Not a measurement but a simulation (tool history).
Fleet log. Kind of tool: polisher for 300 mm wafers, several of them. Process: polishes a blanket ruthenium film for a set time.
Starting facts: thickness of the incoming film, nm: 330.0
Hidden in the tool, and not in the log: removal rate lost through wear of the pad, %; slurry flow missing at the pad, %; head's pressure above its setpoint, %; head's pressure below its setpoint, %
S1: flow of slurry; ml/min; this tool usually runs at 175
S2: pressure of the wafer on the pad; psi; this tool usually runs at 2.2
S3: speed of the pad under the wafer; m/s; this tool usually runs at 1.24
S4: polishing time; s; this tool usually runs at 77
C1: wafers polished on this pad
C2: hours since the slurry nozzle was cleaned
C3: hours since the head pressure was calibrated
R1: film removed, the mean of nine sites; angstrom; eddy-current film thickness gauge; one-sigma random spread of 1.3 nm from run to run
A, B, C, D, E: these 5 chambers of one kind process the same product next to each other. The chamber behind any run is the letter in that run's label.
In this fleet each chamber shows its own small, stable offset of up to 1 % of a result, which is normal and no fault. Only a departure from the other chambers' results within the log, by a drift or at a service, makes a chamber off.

{"hour": 3.3, "done": "chamber D: worn pad replaced by a new one"}
{"hour": 3.5, "done": "chamber A: worn pad replaced by a new one"}
{"hour": 5.8, "done": "chamber E: worn pad replaced by a new one"}
{"hour": 11.4, "done": "chamber E: slurry nozzle cleaned"}
{"run": "1A", "hour": 12.6, "S1": 175, "S2": 2.2, "S3": 1.24, "S4": 77, "C1": 103, "C2": 153.2, "C3": 586, "R1": 1018.3}
{"run": "2C", "hour": 24.6, "S1": 175, "S2": 2.2, "S3": 1.24, "S4": 77, "C1": 716, "C2": 673.4, "C3": 1050.2, "R1": 1015.4}
{"run": "3D", "hour": 32.9, "S1": 175, "S2": 2.2, "S3": 1.24, "S4": 77, "C1": 334, "C2": 299.4, "C3": 123.5, "R1": 1005.9}
{"hour": 40.1, "done": "chamber B: slurry nozzle cleaned"}
{"hour": 43.2, "done": "chamber C: worn pad replaced by a new one"}
{"run": "4B", "hour": 44.5, "S1": 175, "S2": 2.2, "S3": 1.24, "S4": 77, "C1": 1522, "C2": 4.4, "C3": 1368.5, "R1": 1001.9}
{"run": "5E", "hour": 52.0, "S1": 175, "S2": 2.2, "S3": 1.24, "S4": 54, "C1": 521, "C2": 40.7, "C3": 91.1, "R1": 717.67}
{"hour": 53.1, "done": "chamber B: worn pad replaced by a new one"}
{"run": "6C", "hour": 64.7, "S1": 175, "S2": 2.2, "S3": 1.24, "S4": 54, "C1": 243, "C2": 713.5, "C3": 1090.3, "R1": 718.79}
{"hour": 65.8, "done": "chamber D: slurry nozzle cleaned"}
{"run": "7B", "hour": 73.2, "S1": 175, "S2": 2.2, "S3": 1.24, "S4": 54, "C1": 227, "C2": 33.1, "C3": 1397.2, "R1": 718.05}
{"hour": 78.5, "done": "chamber A: worn pad replaced by a new one"}
{"run": "8A", "hour": 80.2, "S1": 175, "S2": 2.2, "S3": 1.24, "S4": 54, "C1": 19, "C2": 220.8, "C3": 653.6, "R1": 707.55}
{"run": "9E", "hour": 92.1, "S1": 175, "S2": 2.2, "S3": 1.24, "S4": 54, "C1": 974, "C2": 80.8, "C3": 131.2, "R1": 715.45}
{"run": "10D", "hour": 97.8, "S1": 175, "S2": 2.2, "S3": 1.58, "S4": 92, "C1": 1067, "C2": 32.1, "C3": 188.4, "R1": 1576.7}
{"hour": 104.0, "done": "chamber D: worn pad replaced by a new one"}
{"run": "11B", "hour": 106.8, "S1": 175, "S2": 2.2, "S3": 1.58, "S4": 92, "C1": 606, "C2": 66.7, "C3": 1430.8, "R1": 1552.8}
{"run": "12A", "hour": 113.9, "S1": 175, "S2": 2.2, "S3": 1.58, "S4": 92, "C1": 399, "C2": 254.5, "C3": 687.3, "R1": 1538.2}
{"hour": 125.3, "done": "chamber C: worn pad replaced by a new one"}
{"run": "13C", "hour": 125.5, "S1": 175, "S2": 2.2, "S3": 1.58, "S4": 92, "C1": 2, "C2": 774.3, "C3": 1151.1, "R1": 1532.9}
{"hour": 131.0, "done": "chamber C: head pressure recalibrated"}
{"run": "14D", "hour": 135.0, "S1": 175, "S2": 2.2, "S3": 1.58, "S4": 92, "C1": 350, "C2": 69.3, "C3": 225.6, "R1": 1512.4}
{"hour": 138.7, "done": "chamber E: worn pad replaced by a new one"}
{"hour": 140.1, "done": "chamber A: worn pad replaced by a new one"}
{"hour": 140.5, "done": "chamber C: slurry nozzle cleaned"}
{"run": "15E", "hour": 145.1, "S1": 175, "S2": 2.9, "S3": 1.24, "S4": 100, "C1": 72, "C2": 133.8, "C3": 184.2, "R1": 1790.2}
{"run": "16E", "hour": 156.8, "S1": 175, "S2": 2.9, "S3": 1.24, "S4": 100, "C1": 204, "C2": 145.5, "C3": 195.9, "R1": 1770.9}
{"run": "17D", "hour": 167.3, "S1": 175, "S2": 2.9, "S3": 1.24, "S4": 100, "C1": 714, "C2": 101.6, "C3": 257.9, "R1": 1755.7}
{"run": "18B", "hour": 179.2, "S1": 175, "S2": 2.9, "S3": 1.24, "S4": 100, "C1": 1423, "C2": 139.1, "C3": 1503.2, "R1": 1725.5}
{"run": "19A", "hour": 191.1, "S1": 175, "S2": 2.9, "S3": 1.24, "S4": 100, "C1": 575, "C2": 331.7, "C3": 764.5, "R1": 1778}
{"hour": 191.5, "done": "chamber C: worn pad replaced by a new one"}
{"hour": 193.5, "done": "chamber B: worn pad replaced by a new one"}
{"run": "20C", "hour": 196.7, "S1": 175, "S2": 2.2, "S3": 1.24, "S4": 77, "C1": 59, "C2": 56.2, "C3": 65.7, "R1": 1008.5}
{"hour": 201.5, "done": "chamber D: worn pad replaced by a new one"}
{"run": "21B", "hour": 205.0, "S1": 175, "S2": 2.2, "S3": 1.24, "S4": 77, "C1": 129, "C2": 164.9, "C3": 1529, "R1": 1007.5}
{"hour": 205.6, "done": "chamber A: worn pad replaced by a new one"}
{"run": "22C", "hour": 210.9, "S1": 175, "S2": 2.2, "S3": 1.24, "S4": 77, "C1": 219, "C2": 70.4, "C3": 79.9, "R1": 1005.5}
{"run": "23A", "hour": 221.3, "S1": 205, "S2": 1.9, "S3": 1.24, "S4": 77, "C1": 177, "C2": 361.9, "C3": 794.7, "R1": 943.86}
{"run": "24D", "hour": 229.5, "S1": 205, "S2": 1.9, "S3": 1.24, "S4": 77, "C1": 316, "C2": 163.8, "C3": 320.1, "R1": 880.5}
{"run": "25E", "hour": 240.7, "S1": 205, "S2": 1.9, "S3": 1.24, "S4": 77, "C1": 1151, "C2": 229.4, "C3": 279.8, "R1": 905.11}
{"hour": 247.3, "done": "chamber B: head pressure recalibrated"}
{"hour": 248.2, "done": "chamber E: worn pad replaced by a new one"}
{"run": "26C", "hour": 253.7, "S1": 205, "S2": 1.9, "S3": 1.24, "S4": 77, "C1": 702, "C2": 113.2, "C3": 122.7, "R1": 899.5}
{"run": "27E", "hour": 265.9, "S1": 205, "S2": 1.9, "S3": 1.24, "S4": 77, "C1": 200, "C2": 254.6, "C3": 305, "R1": 901.88}
{"hour": 270.3, "done": "chamber A: worn pad replaced by a new one"}
{"hour": 274.7, "done": "chamber C: worn pad replaced by a new one"}
{"run": "28B", "hour": 274.8, "S1": 175, "S2": 2.2, "S3": 1.24, "S4": 77, "C1": 917, "C2": 234.7, "C3": 27.6, "R1": 1044.1}
{"hour": 277.4, "done": "chamber B: slurry nozzle cleaned"}
{"run": "29D", "hour": 285.7, "S1": 175, "S2": 1.5, "S3": 1.24, "S4": 77, "C1": 950, "C2": 220, "C3": 376.3, "R1": 680.3}
{"run": "30A", "hour": 291.7, "S1": 175, "S2": 1.5, "S3": 1.24, "S4": 77, "C1": 241, "C2": 432.3, "C3": 865.1, "R1": 732.45}
{"run": "31E", "hour": 303.2, "S1": 175, "S2": 1.5, "S3": 1.24, "S4": 77, "C1": 621, "C2": 291.9, "C3": 342.3, "R1": 689.91}
{"hour": 311.8, "done": "chamber B: worn pad replaced by a new one"}
{"run": "32D", "hour": 314.3, "S1": 175, "S2": 1.5, "S3": 1.24, "S4": 77, "C1": 1273, "C2": 248.6, "C3": 404.9, "R1": 670.34}
{"run": "33C", "hour": 321.9, "S1": 175, "S2": 1.5, "S3": 1.24, "S4": 77, "C1": 533, "C2": 181.4, "C3": 190.9, "R1": 680.57}
{"hour": 324.5, "done": "chamber D: worn pad replaced by a new one"}
{"run": "34B", "hour": 331.7, "S1": 175, "S2": 2.2, "S3": 1.24, "S4": 77, "C1": 225, "C2": 54.4, "C3": 84.5, "R1": 998.81}
{"run": "35A", "hour": 341.3, "S1": 155, "S2": 2.2, "S3": 1.42, "S4": 77, "C1": 801, "C2": 481.9, "C3": 914.7, "R1": 1242.6}
{"hour": 341.9, "done": "chamber A: worn pad replaced by a new one"}
{"hour": 347.5, "done": "chamber D: head pressure recalibrated"}
{"run": "36D", "hour": 347.9, "S1": 155, "S2": 2.2, "S3": 1.42, "S4": 77, "C1": 264, "C2": 282.2, "C3": 0.5, "R1": 1120.9}
{"run": "37E", "hour": 353.7, "S1": 155, "S2": 2.2, "S3": 1.42, "S4": 77, "C1": 1191, "C2": 342.4, "C3": 392.8, "R1": 1143.7}
{"run": "38A", "hour": 361.8, "S1": 155, "S2": 2.2, "S3": 1.42, "S4": 77, "C1": 224, "C2": 502.4, "C3": 935.2, "R1": 1242.8}

Next, all 5 chambers run the settings below, one line each with question marks for the results. What does each chamber give?
{"run": "39A", "hour": 371.2, "S1": 175, "S2": 2.2, "S3": 1.24, "S4": 77, "R1": "?"}
{"run": "39B", "hour": 371.2, "S1": 175, "S2": 2.2, "S3": 1.24, "S4": 77, "R1": "?"}
{"run": "39C", "hour": 371.2, "S1": 175, "S2": 2.2, "S3": 1.24, "S4": 77, "R1": "?"}
{"run": "39D", "hour": 371.2, "S1": 175, "S2": 2.2, "S3": 1.24, "S4": 77, "R1": "?"}
{"run": "39E", "hour": 371.2, "S1": 175, "S2": 2.2, "S3": 1.24, "S4": 77, "R1": "?"}

run=39A R1=1111.9
run=39B R1=1024.9
run=39C R1=1011.8
run=39D R1=1008.9
run=39E R1=1026.4
